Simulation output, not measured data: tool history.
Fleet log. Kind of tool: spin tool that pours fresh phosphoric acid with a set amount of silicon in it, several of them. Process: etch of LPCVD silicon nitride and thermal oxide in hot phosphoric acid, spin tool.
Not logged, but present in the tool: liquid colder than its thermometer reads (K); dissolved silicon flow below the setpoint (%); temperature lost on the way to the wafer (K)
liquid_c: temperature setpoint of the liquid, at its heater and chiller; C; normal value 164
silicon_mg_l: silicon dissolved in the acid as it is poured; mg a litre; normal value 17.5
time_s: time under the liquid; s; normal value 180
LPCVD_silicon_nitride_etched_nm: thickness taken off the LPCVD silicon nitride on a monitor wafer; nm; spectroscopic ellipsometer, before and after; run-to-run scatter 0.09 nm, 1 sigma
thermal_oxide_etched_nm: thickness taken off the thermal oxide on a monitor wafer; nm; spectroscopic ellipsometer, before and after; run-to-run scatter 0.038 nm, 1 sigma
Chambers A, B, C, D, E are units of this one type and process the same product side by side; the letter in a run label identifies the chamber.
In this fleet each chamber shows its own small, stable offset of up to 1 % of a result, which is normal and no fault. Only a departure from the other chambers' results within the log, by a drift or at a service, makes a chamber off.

run   hour  liquid_c  silicon_mg_l  time_s  hours since the thermometer was replaced  hours since the dissolved silicon flow meter was replaced  hours since the heated supply line was repaired  read-back film thickness of the LPCVD silicon nitride reference wafer, read on the same gauge (nm)  read-back film thickness of the thermal oxide reference wafer, read on the same gauge (nm)  LPCVD_silicon_nitride_etched_nm  thermal_oxide_etched_nm
 1E   12.9       164          17.5     180                                       462                                                     1195.3                                            888.3                                                                                              130.04                                                                                      49.996                           16.143                   0.4188
      15.6  -- chamber C: dissolved silicon flow meter replaced
 2C   24.2       164          17.5     180                                     836.5                                                        8.7                                            390.2                                                                                              129.97                                                                                      50.004                           16.026                  0.48045
 3A   39.8       164          17.5     180                                     998.2                                                     2078.8                                            787.2                                                                                                 130                                                                                      50.031                           16.127                   0.4327
 4D   50.5       164          17.5     180                                      68.4                                                       63.7                                             98.5                                                                                              129.97                                                                                      49.994                           16.201                  0.40288
 5B   61.9       164          17.5     180                                    2728.1                                                        594                                            652.9                                                                                              129.99                                                                                      49.993                           16.229                  0.50012
 6A   71.9       164            31     180                                    1030.3                                                     2110.9                                            819.3                                                                                              129.99                                                                                      49.996                           16.213                  0.28849
 7B   80.7       164            31     180                                    2746.9                                                      612.8                                            671.7                                                                                              130.02                                                                                      50.001                           16.212                  0.28687
 8C   90.1       164            31     180                                     902.4                                                       74.6                                            456.1                                                                                                 130                                                                                      49.989                           16.009                  0.30652
 9E  104.9       164            31     180                                       554                                                     1287.3                                            980.3                                                                                              129.98                                                                                      49.995                           15.967                  0.29215
10D  116.7       164            31     180                                     134.6                                                      129.9                                            164.7                                                                                              129.99                                                                                      50.005                           16.058                  0.27428
     121.6  -- chamber B: dissolved silicon flow meter replaced
11C  129.6       164          17.5      75                                     941.9                                                      114.1                                            495.6                                                                                              129.99                                                                                      49.999                           6.6532                  0.19031
12A  136.9       164          17.5      75                                    1095.3                                                     2175.9                                            884.3                                                                                              130.01                                                                                      49.992                           6.7087                  0.16737
13E    149       164          17.5      75                                     598.1                                                     1331.4                                           1024.4                                                                                              130.02                                                                                      49.979                           6.7455                  0.17505
     152.2  -- chamber E: dissolved silicon flow meter replaced
     157.9  -- chamber A: dissolved silicon flow meter replaced
14D  158.8       164          17.5      75                                     176.7                                                        172                                            206.8                                                                                              129.95                                                                                      49.997                           6.7392                  0.20588
15B  171.8       164          17.5      75                                      2838                                                       50.2                                            762.8                                                                                              130.02                                                                                      50.009                           6.6985                  0.19949
16A  184.9       164          17.5     180                                    1143.3                                                         27                                            932.3                                                                                              130.04                                                                                      50.013                           16.246                  0.42735
17E  201.1       164          17.5     180                                     650.2                                                         49                                           1076.5                                                                                              129.99                                                                                      49.989                           16.064                  0.40644
18D  213.8       164             6     180                                     231.7                                                        227                                            261.8                                                                                              130.02                                                                                      49.994                           15.871                  0.67495
19C  228.3       164             6     180                                    1040.6                                                      212.8                                            594.3                                                                                              130.05                                                                                      49.997                           16.189                  0.56068
20B  237.9       164             6     180                                    2904.1                                                      116.3                                            828.9                                                                                              130.03                                                                                      50.002                           15.966                  0.51096
21D  254.3       164             6     180                                     272.2                                                      267.5                                            302.3                                                                                              130.01                                                                                      50.014                           16.189                  0.61835
22C  266.4       164             6     180                                    1078.7                                                      250.9                                            632.4                                                                                                 130                                                                                      50.006                           15.875                  0.65111
     276.8  -- chamber A: heated supply line repaired
23E  278.1       164          22.5     250                                     727.2                                                        126                                           1153.5                                                                                              129.98                                                                                      50.006                           22.315                  0.54711
24A  285.5       164          22.5     250                                    1243.9                                                      127.6                                              8.8                                                                                              130.01                                                                                      49.993                           22.309                  0.55091
25B  298.6       164          22.5     250                                    2964.8                                                        177                                            889.6                                                                                              129.99                                                                                      50.022                           22.648                  0.50799
26E  308.2       164          22.5     250                                     757.3                                                      156.1                                           1183.6                                                                                              129.99                                                                                      49.992                           22.385                  0.43001
27D  320.9       164          22.5     250                                     338.8                                                      334.1                                            368.9                                                                                                 130                                                                                      49.991                            22.17                    0.534
       327  -- chamber B: thermometer replaced
28C    331       164          17.5     180                                    1143.3                                                      315.5                                              697                                                                                              129.96                                                                                      50.022                           16.263                  0.43109
29A    341       164          17.5     180                                    1299.4                                                      183.1                                             64.3                                                                                              129.96                                                                                      49.993                           16.086                   0.4636
30B    355       165            22     180                                        28                                                      233.4                                              946                                                                                              130.01                                                                                      49.981                           16.557                  0.37109
31A  366.5       165            22     180                                    1324.9                                                      208.6                                             89.8                                                                                              129.97                                                                                      49.998                           16.659                   0.4789
     372.7  -- chamber D: dissolved silicon flow meter replaced
32B  376.1       165            22     180                                      49.1                                                      254.5                                            967.1                                                                                              130.03                                                                                      49.989                           16.661                  0.37109
33E  389.6       165            22     180                                     838.7                                                      237.5                                             1265                                                                                              129.99                                                                                      50.026                           16.552                  0.39491
34C  403.5       165            22     180                                    1215.8                                                        388                                            769.5                                                                                                 130                                                                                      50.012                           16.615                  0.45168
35D  414.3       164          17.5     180                                     432.2                                                       41.6                                            462.3                                                                                              129.99                                                                                       50.01                           16.032                  0.32821
       420  -- chamber E: thermometer replaced
36D  425.1       164          17.5     180                                       443                                                       52.4                                            473.1                                                                                              130.01                                                                                      49.983                           16.217                  0.43934
37A  436.4       164          17.5     180                                    1394.8                                                      278.5                                            159.7                                                                                                 130                                                                                      49.993                           16.182                   0.4397
38E    446       164          17.5     180                                      26.1                                                      293.9                                           1321.4                                                                                              130.02                                                                                      50.018                           15.977                  0.46595
39C  459.2       164          17.5     180                                    1271.5                                                      443.7                                            825.2                                                                                              130.04                                                                                      50.003                           16.161                  0.43503
40B    468     165.5          17.5     180                                       141                                                      346.4                                             1059                                                                                              129.97                                                                                      49.996                           17.068                  0.45207

All chambers now run identical settings, listed one chamber a line with results as question marks. What results will each chamber show?
41A  479.9       164            11     180                                                                                                                                                                                                                                                                                                                                                                                      ?                        ?
41B  479.9       164            11     180                                                                                                                                                                                                                                                                                                                                                                                      ?                        ?
41C  479.9       164            11     180                                                                                                                                                                                                                                                                                                                                                                                      ?                        ?
41D  479.9       164            11     180                                                                                                                                                                                                                                                                                                                                                                                      ?                        ?
41E  479.9       164            11     180                                                                                                                                                                                                                                                                                                                                                                                      ?                        ?

run  LPCVD_silicon_nitride_etched_nm  thermal_oxide_etched_nm
41A                           16.197                  0.54592
41B                           15.953                  0.58258
41C                           16.213                  0.45442
41D                           16.073                  0.48448
41E                           15.895                  0.47917
